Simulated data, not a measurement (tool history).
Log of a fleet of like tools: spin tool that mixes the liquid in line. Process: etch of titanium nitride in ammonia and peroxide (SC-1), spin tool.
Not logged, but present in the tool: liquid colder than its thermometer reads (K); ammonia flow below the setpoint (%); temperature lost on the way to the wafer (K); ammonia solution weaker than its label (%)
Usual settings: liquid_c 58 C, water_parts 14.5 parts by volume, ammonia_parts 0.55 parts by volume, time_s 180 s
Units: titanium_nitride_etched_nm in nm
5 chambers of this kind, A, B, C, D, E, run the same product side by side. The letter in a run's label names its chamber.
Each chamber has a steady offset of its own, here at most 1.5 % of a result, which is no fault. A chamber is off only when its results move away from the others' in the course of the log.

run,hour,liquid_c,water_parts,ammonia_parts,time_s,hours since the thermometer was replaced,hours since the ammonia flow meter was replaced,hours since the heated supply line was repaired,hours since the drum of ammonia solution was connected,"read-back film thickness of the titanium nitride reference wafer, read on the same gauge (nm)",titanium_nitride_etched_nm
1E,4.1,58,14.5,0.55,180,68.2,491.2,688.1,55.9,120.02,23.0630
2C,7.0,58,14.5,0.55,180,347.8,858.1,2653.7,269.0,119.98,22.7210
3B,12.9,58,14.5,0.55,180,671.1,320.8,412.4,848.0,120.01,22.7200
4A,16.3,58,14.5,0.55,180,1610.7,878.9,620.9,466.2,120.02,22.7480
5D,22.0,58,14.5,0.55,180,186.5,58.0,320.2,192.3,119.98,23.1130
6E,26.5,58,14.5,0.55,180,90.6,513.6,710.5,78.3,119.98,23.2650
7B,30.5,58,14.5,0.55,180,688.7,338.4,430.0,865.6,119.98,22.6490
8A,34.2,58,14.5,0.55,180,1628.6,896.8,638.8,484.1,120.02,22.7300
9C,40.2,58,14.5,0.40,180,381.0,891.3,2686.9,302.2,120.01,21.5080
10D,43.5,58,14.5,0.40,180,208.0,79.5,341.7,213.8,119.99,21.4250
11B,49.1,58,14.5,0.40,180,707.3,357.0,448.6,884.2,120.02,21.4310
12C,53.6,58,14.5,0.40,180,394.4,904.7,2700.3,315.6,119.97,21.4650
13D,57.5,58,14.5,0.40,180,222.0,93.5,355.7,227.8,119.97,21.2630
14E,60.6,58,14.5,0.55,180,124.7,547.7,744.6,112.4,119.99,23.0500
15A,64.6,58,14.5,0.55,180,1659.0,927.2,669.2,514.5,120.01,22.3910
16C,70.7,58,14.5,0.55,180,411.5,921.8,2717.4,332.7,120.01,22.8370
17B,75.8,52,21.0,0.55,180,734.0,383.7,475.3,910.9,120.04,12.5810
18A,80.1,52,21.0,0.55,180,1674.5,942.7,684.7,530.0,119.99,12.0590
19D,82.9,52,21.0,0.55,180,247.4,118.9,381.1,253.2,120.00,12.4570
# hour 83.1: chamber C: new drum of ammonia solution connected
20E,86.7,52,21.0,0.55,180,150.8,573.8,770.7,138.5,119.99,12.5780
21E,90.8,52,21.0,0.55,180,154.9,577.9,774.8,142.6,119.98,12.4640
22C,95.0,58,14.5,0.55,180,435.8,946.1,2741.7,11.9,119.97,22.7820
23B,98.6,58,14.5,0.55,180,756.8,406.5,498.1,933.7,120.00,22.5360
24A,101.5,58,14.5,0.55,180,1695.9,964.1,706.1,551.4,119.94,22.0840
25D,105.7,58,14.5,0.55,180,270.2,141.7,403.9,276.0,119.99,22.9610
# hour 106.8: chamber B: new drum of ammonia solution connected
26A,111.4,58,14.5,0.55,180,1705.8,974.0,716.0,561.3,119.98,21.7230
27D,114.1,58,14.5,0.55,180,278.6,150.1,412.3,284.4,120.00,22.9320
28E,116.9,58,14.5,0.55,180,181.0,604.0,800.9,168.7,120.03,23.0030
29C,121.3,58,14.5,0.55,180,462.1,972.4,2768.0,38.2,120.03,22.7570
30B,124.0,58,14.5,0.55,180,782.2,431.9,523.5,17.3,119.99,22.6780
31E,128.9,58,14.5,0.55,180,193.0,616.0,812.9,180.7,119.98,22.8820
32D,132.2,58,14.5,0.55,180,296.7,168.2,430.4,302.5,120.03,22.8700
33A,136.6,58,14.5,0.55,180,1731.0,999.2,741.2,586.5,120.00,21.5360
34C,140.5,58,14.5,0.55,180,481.3,991.6,2787.2,57.4,120.03,22.6920
35B,144.0,58,14.5,0.55,70,802.2,451.9,543.5,37.3,120.01,8.8041
36C,148.9,58,14.5,0.55,70,489.7,1000.0,2795.6,65.8,119.98,8.8591
37B,152.5,58,14.5,0.55,70,810.7,460.4,552.0,45.8,119.99,8.8051
38A,157.6,58,14.5,0.55,70,1752.0,1020.2,762.2,607.5,120.05,8.2751
39D,163.0,58,14.5,0.55,70,327.5,199.0,461.2,333.3,119.99,8.9915

All chambers now run identical settings, listed one chamber a line with results as question marks. What results will each chamber show?
40A,167.4,58,19.5,0.55,180,,,,,,?
40B,167.4,58,19.5,0.55,180,,,,,,?
40C,167.4,58,19.5,0.55,180,,,,,,?
40D,167.4,58,19.5,0.55,180,,,,,,?
40E,167.4,58,19.5,0.55,180,,,,,,?

run,titanium_nitride_etched_nm
40A,17.8880
40B,19.3120
40C,19.4180
40D,19.2300
40E,19.5300
